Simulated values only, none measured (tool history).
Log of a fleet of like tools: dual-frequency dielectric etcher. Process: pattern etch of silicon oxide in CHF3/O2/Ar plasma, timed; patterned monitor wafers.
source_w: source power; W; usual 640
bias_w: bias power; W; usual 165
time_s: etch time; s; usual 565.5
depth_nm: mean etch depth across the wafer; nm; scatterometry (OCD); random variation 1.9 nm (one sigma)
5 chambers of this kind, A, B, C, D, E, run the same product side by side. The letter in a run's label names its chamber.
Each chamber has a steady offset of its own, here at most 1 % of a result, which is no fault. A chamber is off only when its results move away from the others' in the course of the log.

run   hour  source_w  bias_w  time_s  read-back reference wafer on the same gauge, depth_nm  depth_nm
 1A    6.9       640     165   565.5                                                 1010.4      1122
 2D   12.5       640     165   565.5                                                 1010.1    1116.3
      15.4  -- chamber C: source power generator calibrated
 3B   18.2       640     165   565.5                                                 1010.6    1105.9
 4C   22.5       640     165   565.5                                                 1010.5    1124.1
 5E   27.6       640     165   565.5                                                 1011.1    1120.5
 6B   31.3       640     165   565.5                                                 1011.8    1109.3
 7D   37.3       640     165   565.5                                                   1011    1123.6
 8C   41.6       640     165   565.5                                                 1011.7    1127.2
        49  -- chamber A: wet clean of the chamber
 9E   49.1       640     165   443.5                                                 1011.9    878.75
10A   55.3       640     165   443.5                                                 1012.3    876.74
11A   58.7       640     165   443.5                                                 1012.9    879.36
12B   63.1       640     165   443.5                                                   1013    871.41
13C   67.7       640     165   443.5                                                 1013.5    883.72
14E   72.7       640     165   565.5                                                 1013.1    1125.5
15D   77.4       640     127   565.5                                                 1013.7      1032
16A     82       640     127   565.5                                                 1013.8    1031.3
17E   86.3       640     127   565.5                                                   1014    1030.4
18D   93.2       640     127   565.5                                                 1014.1    1036.7
19C   98.5       640     127   565.5                                                 1014.5    1038.1
20B  101.9       640     165   565.5                                                 1014.4    1114.4
21A  105.9       530     165   565.5                                                 1014.6    1043.4
22E  111.6       530     165   565.5                                                 1014.4      1045
23D  118.7       530     165   565.5                                                 1015.3    1044.4
24B  122.1       530     165   565.5                                                 1015.8    1033.7
25C  126.1       530     165   565.5                                                 1015.6    1049.9
26E    132       640     165   565.5                                                 1015.6    1127.8
27D  137.2       640     165   565.5                                                 1015.7    1123.8
28C  140.7       640     165   565.5                                                   1016    1128.8
29B  145.7       640     165   565.5                                                 1016.7      1116
30A  150.4       640     194   672.5                                                 1016.8    1411.4
31E  157.4       640     194   672.5                                                 1017.3    1415.3

What goes on in this fleet: one chamber off, a drifting gauge, or nothing beyond the chambers' own small offsets? Name the chamber and the cause, if any.

The gauge drifts, so all chambers seem to drift together. No chamber is off.
Cause: gauge reads high (%) = 0.717.
